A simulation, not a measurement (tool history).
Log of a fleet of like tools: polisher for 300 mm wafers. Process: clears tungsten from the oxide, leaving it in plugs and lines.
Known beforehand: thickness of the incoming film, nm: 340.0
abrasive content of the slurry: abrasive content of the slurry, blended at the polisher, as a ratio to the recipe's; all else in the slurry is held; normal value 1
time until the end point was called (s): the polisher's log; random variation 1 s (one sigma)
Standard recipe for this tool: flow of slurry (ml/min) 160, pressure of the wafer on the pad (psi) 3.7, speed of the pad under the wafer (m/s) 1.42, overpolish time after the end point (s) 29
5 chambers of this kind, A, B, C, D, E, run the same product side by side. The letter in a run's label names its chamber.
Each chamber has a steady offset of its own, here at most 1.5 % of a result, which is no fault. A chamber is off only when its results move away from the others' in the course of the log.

| run | hour | flow of slurry (ml/min) | pressure of the wafer on the pad (psi) | speed of the pad under the wafer (m/s) | abrasive content of the slurry | overpolish time after the end point (s) | time until the end point was called (s) |
|---|---|---|---|---|---|---|---|
| 1D | 4.8 | 160 | 3.7 | 1.42 | 1 | 29 | 51.850 |
|  | 5.0 | chamber C: worn pad replaced by a new one |
|  | 8.8 | chamber B: slurry nozzle cleaned |
|  | 13.6 | chamber B: slurry blender recalibrated |
| 2B | 13.8 | 160 | 3.7 | 1.42 | 1 | 29 | 54.998 |
|  | 17.0 | chamber A: slurry nozzle cleaned |
| 3E | 20.2 | 160 | 3.7 | 1.42 | 1 | 29 | 54.936 |
|  | 20.8 | chamber B: worn pad replaced by a new one |
|  | 22.7 | chamber E: slurry tank refilled with fresh slurry and peroxide |
| 4A | 26.6 | 160 | 3.7 | 1.42 | 1 | 29 | 50.997 |
|  | 35.2 | chamber B: head pressure recalibrated |
| 5C | 36.1 | 160 | 3.7 | 1.42 | 1 | 29 | 53.232 |
|  | 36.4 | chamber D: worn pad replaced by a new one |
| 6B | 44.5 | 160 | 3.7 | 1.42 | 1 | 29 | 56.042 |
|  | 47.9 | chamber B: slurry tank refilled with fresh slurry and peroxide |
| 7E | 51.3 | 160 | 3.7 | 1.42 | 1 | 29 | 53.124 |
|  | 58.6 | chamber C: slurry tank refilled with fresh slurry and peroxide |
| 8A | 60.0 | 160 | 3.7 | 1.42 | 1 | 29 | 52.006 |
| 9C | 67.5 | 160 | 3.7 | 1.42 | 1 | 29 | 54.610 |
| 10D | 76.7 | 160 | 3.7 | 1.42 | 1 | 29 | 54.023 |
| 11C | 87.1 | 160 | 3.7 | 1.42 | 1 | 29 | 54.753 |
|  | 94.3 | chamber D: worn pad replaced by a new one |
|  | 95.4 | chamber E: slurry tank refilled with fresh slurry and peroxide |
| 12E | 95.8 | 160 | 3.7 | 1.42 | 1 | 29 | 53.409 |
|  | 101.5 | chamber A: slurry blender recalibrated |
| 13A | 104.0 | 160 | 3.7 | 1.42 | 1 | 29 | 53.607 |
|  | 111.8 | chamber E: slurry blender recalibrated |
| 14B | 114.4 | 160 | 3.7 | 1.42 | 1 | 29 | 55.186 |
| 15D | 124.0 | 160 | 4.2 | 1.10 | 1 | 29 | 64.039 |
|  | 127.5 | chamber D: slurry blender recalibrated |
|  | 129.4 | chamber A: worn pad replaced by a new one |
| 16B | 130.7 | 160 | 4.2 | 1.10 | 1 | 29 | 60.642 |
|  | 131.7 | chamber B: worn pad replaced by a new one |
|  | 133.7 | chamber C: worn pad replaced by a new one |
|  | 138.2 | chamber D: slurry tank refilled with fresh slurry and peroxide |
| 17C | 138.5 | 160 | 4.2 | 1.10 | 1 | 29 | 61.200 |
|  | 145.0 | chamber C: slurry tank refilled with fresh slurry and peroxide |
| 18A | 146.9 | 160 | 4.2 | 1.10 | 1 | 29 | 62.190 |
|  | 153.6 | chamber E: worn pad replaced by a new one |
|  | 155.2 | chamber D: worn pad replaced by a new one |
| 19D | 155.8 | 160 | 4.2 | 1.10 | 1 | 29 | 62.752 |
|  | 164.2 | chamber E: slurry tank refilled with fresh slurry and peroxide |
| 20E | 166.8 | 160 | 3.7 | 1.42 | 1 | 29 | 53.815 |
| 21E | 173.3 | 160 | 3.7 | 0.98 | 1 | 21 | 78.896 |
|  | 179.6 | chamber C: slurry nozzle cleaned |
| 22D | 180.0 | 160 | 3.7 | 0.98 | 1 | 21 | 79.111 |
|  | 180.4 | chamber B: slurry tank refilled with fresh slurry and peroxide |
| 23B | 184.9 | 160 | 3.7 | 0.98 | 1 | 21 | 75.541 |
| 24C | 194.4 | 160 | 3.7 | 0.98 | 1 | 21 | 76.078 |
| 25A | 202.6 | 160 | 3.7 | 0.98 | 1 | 21 | 77.950 |
| 26E | 212.3 | 160 | 3.7 | 1.42 | 1 | 29 | 55.289 |
| 27B | 223.1 | 160 | 3.7 | 1.42 | 1 | 29 | 54.267 |
|  | 226.5 | chamber D: worn pad replaced by a new one |
| 28A | 229.5 | 160 | 3.7 | 1.42 | 1 | 29 | 55.772 |
|  | 236.0 | chamber E: slurry tank refilled with fresh slurry and peroxide |
|  | 237.4 | chamber B: worn pad replaced by a new one |
| 29D | 237.5 | 125 | 4.8 | 1.42 | 1 | 29 | 43.863 |
|  | 243.3 | chamber C: slurry tank refilled with fresh slurry and peroxide |
| 30C | 245.5 | 125 | 4.8 | 1.42 | 1 | 29 | 42.868 |
| 31C | 252.3 | 125 | 4.8 | 1.42 | 1 | 29 | 42.454 |
| 32D | 263.2 | 125 | 4.8 | 1.42 | 1 | 29 | 44.803 |
| 33E | 273.5 | 125 | 4.8 | 1.42 | 1 | 29 | 45.099 |
| 34B | 280.8 | 160 | 3.7 | 1.42 | 1 | 29 | 52.810 |
|  | 285.4 | chamber D: worn pad replaced by a new one |
|  | 286.3 | chamber A: worn pad replaced by a new one |
| 35A | 288.3 | 160 | 3.7 | 1.42 | 1 | 29 | 59.333 |
|  | 289.2 | chamber D: slurry tank refilled with fresh slurry and peroxide |
|  | 293.1 | chamber E: slurry tank refilled with fresh slurry and peroxide |
| 36A | 296.9 | 160 | 3.7 | 1.42 | 1 | 29 | 59.150 |
|  | 297.8 | chamber D: slurry blender recalibrated |
| 37B | 305.6 | 160 | 3.7 | 1.42 | 1 | 29 | 53.020 |
|  | 311.9 | chamber E: head pressure recalibrated |
| 38D | 312.2 | 160 | 3.7 | 1.42 | 1 | 29 | 54.442 |
|  | 314.8 | chamber E: worn pad replaced by a new one |
|  | 317.4 | chamber E: slurry nozzle cleaned |
| 39E | 320.9 | 160 | 3.7 | 1.42 | 1 | 29 | 53.439 |

Does one chamber stand apart from the rest, does the shared gauge drift, or is all well apart from small per-chamber offsets? Give the chamber and the most likely cause, where there is one.

It is chamber A that slowly wanders off from its peers.
What lies behind it: peroxide lost from the slurry, % = 31.8.
The log might look much the same if the cause were instead: head's pressure below its setpoint, %.

Below are 4 candidate recipes for chamber A's next run, each the usual settings with a change, their results shown as question marks. Which of them brings A's results back in line with what the other chambers give on the usual settings?
Counts as in line when no further than this from what the other chambers average on the usual settings: time until the end point was called (s) 3.600
| 40A-1 | 329.0 | 165 | 4.3 | 1.64 | 1.05 | 29 | ? |
| 40A-2 | 329.0 | 165 | 3.7 | 1.62 | 1.00 | 29 | ? |
| 40A-3 | 329.0 | 155 | 2.8 | 1.42 | 0.95 | 29 | ? |
| 40A-4 | 329.0 | 155 | 3.7 | 1.22 | 1.00 | 29 | ? |

What the other chambers average on the usual settings: time until the end point was called (s) 53.853
| run | time until the end point was called (s) |
|---|---|
| 40A-1 | 46.083 |
| 40A-2 | 54.801 |
| 40A-3 | 84.301 |
| 40A-4 | 73.514 |
The answer is 40A-2, which returns the chamber to within the allowed miss of the others.

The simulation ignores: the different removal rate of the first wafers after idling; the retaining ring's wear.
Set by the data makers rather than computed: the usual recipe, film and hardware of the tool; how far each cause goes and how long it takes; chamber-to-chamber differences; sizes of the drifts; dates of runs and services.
